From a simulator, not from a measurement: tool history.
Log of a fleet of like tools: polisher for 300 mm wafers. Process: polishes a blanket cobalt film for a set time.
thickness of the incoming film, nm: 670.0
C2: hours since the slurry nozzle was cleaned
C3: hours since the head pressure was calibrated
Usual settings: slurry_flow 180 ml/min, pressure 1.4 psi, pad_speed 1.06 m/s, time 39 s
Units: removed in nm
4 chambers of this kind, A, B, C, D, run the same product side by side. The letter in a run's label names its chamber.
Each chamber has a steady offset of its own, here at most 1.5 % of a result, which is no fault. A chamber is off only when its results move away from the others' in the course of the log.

Run 1D, hour 8.2: usual settings; wafers polished on this pad 171; C2 289.6; C3 12.0. Result: removed 160.90 nm.
At hour 11.0: chamber C: worn pad replaced by a new one.
Run 2A, hour 16.7: usual settings; wafers polished on this pad 432; C2 148.1; C3 720.0. Result: removed 155.69 nm.
Run 3B, hour 28.0: usual settings; wafers polished on this pad 1024; C2 79.6; C3 437.6. Result: removed 160.32 nm.
Run 4C, hour 38.8: usual settings; wafers polished on this pad 261; C2 247.6; C3 338.4. Result: removed 158.49 nm.
Run 5A, hour 50.6: usual settings; wafers polished on this pad 750; C2 182.0; C3 753.9. Result: removed 159.65 nm.
At hour 59.5: chamber A: worn pad replaced by a new one.
At hour 59.7: chamber A: slurry nozzle cleaned.
Run 6C, hour 61.2: usual settings; wafers polished on this pad 471; C2 270.0; C3 360.8. Result: removed 158.67 nm.
At hour 63.3: chamber D: worn pad replaced by a new one.
Run 7B, hour 73.2: usual settings but pad_speed 1.18 m/s, time 50 s; wafers polished on this pad 1448; C2 124.8; C3 482.8. Result: removed 220.80 nm.
Run 8D, hour 83.0: usual settings but pad_speed 1.18 m/s, time 50 s; wafers polished on this pad 185; C2 364.4; C3 86.8. Result: removed 221.54 nm.
Run 9A, hour 94.8: usual settings but pad_speed 1.18 m/s, time 50 s; wafers polished on this pad 332; C2 35.2; C3 798.1. Result: removed 223.38 nm.
Run 10D, hour 105.5: usual settings but pad_speed 1.18 m/s, time 50 s; wafers polished on this pad 396; C2 386.9; C3 109.3. Result: removed 217.36 nm.
Run 11C, hour 111.3: usual settings; wafers polished on this pad 941; C2 320.1; C3 410.9. Result: removed 159.07 nm.
At hour 115.5: chamber C: worn pad replaced by a new one.
Run 12B, hour 121.2: usual settings; wafers polished on this pad 1899; C2 172.8; C3 530.8. Result: removed 150.53 nm.
At hour 126.3: chamber D: slurry nozzle cleaned.
Run 13A, hour 131.1: usual settings; wafers polished on this pad 672; C2 71.5; C3 834.4. Result: removed 161.54 nm.
At hour 137.6: chamber D: worn pad replaced by a new one.
At hour 143.3: chamber A: worn pad replaced by a new one.
Run 14D, hour 143.4: usual settings; wafers polished on this pad 54; C2 17.1; C3 147.2. Result: removed 159.61 nm.
Run 15B, hour 151.6: usual settings but slurry_flow 225 ml/min, pressure 1.1 psi; wafers polished on this pad 2184; C2 203.2; C3 561.2. Result: removed 121.07 nm.
Run 16C, hour 162.2: usual settings but slurry_flow 225 ml/min, pressure 1.1 psi; wafers polished on this pad 439; C2 371.0; C3 461.8. Result: removed 127.90 nm.
At hour 167.8: chamber B: slurry nozzle cleaned.
Run 17B, hour 172.8: usual settings but slurry_flow 225 ml/min, pressure 1.1 psi; wafers polished on this pad 2383; C2 5.1; C3 582.4. Result: removed 122.20 nm.
Run 18D, hour 180.2: usual settings but slurry_flow 225 ml/min, pressure 1.1 psi; wafers polished on this pad 400; C2 53.9; C3 184.0. Result: removed 129.68 nm.
At hour 184.0: chamber C: slurry nozzle cleaned.
Run 19C, hour 187.1: usual settings; wafers polished on this pad 673; C2 3.2; C3 486.7. Result: removed 159.18 nm.
Run 20A, hour 199.3: usual settings; wafers polished on this pad 525; C2 139.7; C3 902.6. Result: removed 157.48 nm.
Run 21A, hour 208.5: usual settings; wafers polished on this pad 612; C2 148.9; C3 911.8. Result: removed 152.13 nm.
At hour 219.1: chamber C: worn pad replaced by a new one.
Run 22C, hour 219.1: usual settings; wafers polished on this pad 0; C2 35.2; C3 518.7. Result: removed 157.22 nm.
At hour 222.3: chamber A: worn pad replaced by a new one.
At hour 226.4: chamber D: worn pad replaced by a new one.
Run 23D, hour 229.4: usual settings; wafers polished on this pad 28; C2 103.1; C3 233.2. Result: removed 157.09 nm.
Run 24B, hour 242.2: usual settings but pad_speed 0.94 m/s; wafers polished on this pad 3035; C2 74.5; C3 651.8. Result: removed 134.13 nm.
Run 25D, hour 248.0: usual settings but pad_speed 0.94 m/s; wafers polished on this pad 202; C2 121.7; C3 251.8. Result: removed 141.59 nm.
Run 26A, hour 258.8: usual settings but pad_speed 0.94 m/s; wafers polished on this pad 343; C2 199.2; C3 962.1. Result: removed 142.93 nm.
At hour 261.1: chamber A: slurry nozzle cleaned.
Run 27C, hour 265.7: usual settings but pad_speed 0.94 m/s; wafers polished on this pad 437; C2 81.8; C3 565.3. Result: removed 142.55 nm.
Run 28B, hour 274.9: usual settings; wafers polished on this pad 3342; C2 107.2; C3 684.5. Result: removed 149.01 nm.
Run 29B, hour 287.8: usual settings; wafers polished on this pad 3463; C2 120.1; C3 697.4. Result: removed 145.98 nm.
Run 30D, hour 295.1: usual settings; wafers polished on this pad 644; C2 168.8; C3 298.9. Result: removed 157.19 nm.
Run 31C, hour 304.7: usual settings but slurry_flow 155 ml/min; wafers polished on this pad 803; C2 120.8; C3 604.3. Result: removed 155.18 nm.
At hour 310.6: chamber A: worn pad replaced by a new one.
At hour 311.2: chamber D: worn pad replaced by a new one.
Run 32A, hour 316.7: usual settings but slurry_flow 155 ml/min; wafers polished on this pad 58; C2 55.7; C3 1020.0. Result: removed 150.67 nm.
At hour 322.6: chamber C: worn pad replaced by a new one.
Run 33C, hour 327.2: usual settings but slurry_flow 155 ml/min; wafers polished on this pad 43; C2 143.3; C3 626.8. Result: removed 154.98 nm.
Run 34A, hour 333.6: usual settings but slurry_flow 155 ml/min; wafers polished on this pad 216; C2 72.6; C3 1036.9. Result: removed 151.41 nm.
Run 35B, hour 340.3: usual settings; wafers polished on this pad 3956; C2 172.6; C3 749.9. Result: removed 141.85 nm.
At hour 346.1: chamber B: slurry nozzle cleaned.
Run 36D, hour 350.8: usual settings; wafers polished on this pad 372; C2 224.5; C3 354.6. Result: removed 157.48 nm.
Run 37C, hour 360.1: usual settings; wafers polished on this pad 352; C2 176.2; C3 659.7. Result: removed 158.82 nm.
Run 38B, hour 366.0: usual settings; wafers polished on this pad 4197; C2 19.9; C3 775.6. Result: removed 144.88 nm.
Run 39D, hour 376.7: usual settings; wafers polished on this pad 615; C2 250.4; C3 380.5. Result: removed 158.72 nm.
Run 40A, hour 383.5: usual settings; wafers polished on this pad 685; C2 122.5; C3 1086.8. Result: removed 156.98 nm.
At hour 385.7: chamber D: worn pad replaced by a new one.
Run 41D, hour 394.3: usual settings; wafers polished on this pad 81; C2 268.0; C3 398.1. Result: removed 158.69 nm.
Run 42B, hour 401.3: usual settings; wafers polished on this pad 4528; C2 55.2; C3 810.9. Result: removed 144.78 nm.

What goes on in this fleet: one chamber off, a drifting gauge, or nothing beyond the chambers' own small offsets? Name the chamber and the cause, if any.

Chamber B drifts away from the others.
Cause: removal rate lost through wear of the pad, % = 7.61.
The log may not tell that from: head's pressure below its setpoint, %.

Here are 4 candidates for chamber B's next run, each the usual settings with a change, their results left as question marks. Which one brings its results back in line with what the others give on the usual settings?
In line means no further than this from the other chambers' mean on the usual settings: removed 7.10 nm
Run 43B-1, hour 410.6: usual settings but pressure 1.5 psi, pad_speed 1.12 m/s, time 41 s. Result: removed ?.
Run 43B-2, hour 410.6: usual settings but time 35 s. Result: removed ?.
Run 43B-3, hour 410.6: usual settings but pressure 1.3 psi, pad_speed 1.00 m/s, time 37 s. Result: removed ?.
Run 43B-4, hour 410.6: usual settings but time 43 s. Result: removed ?.

The other chambers' mean on the usual settings: removed 157.40 nm
  run  removed
43B-1   172.49
43B-2   130.11
43B-3   120.54
43B-4   159.85
43B-4 brings the chamber back in line.
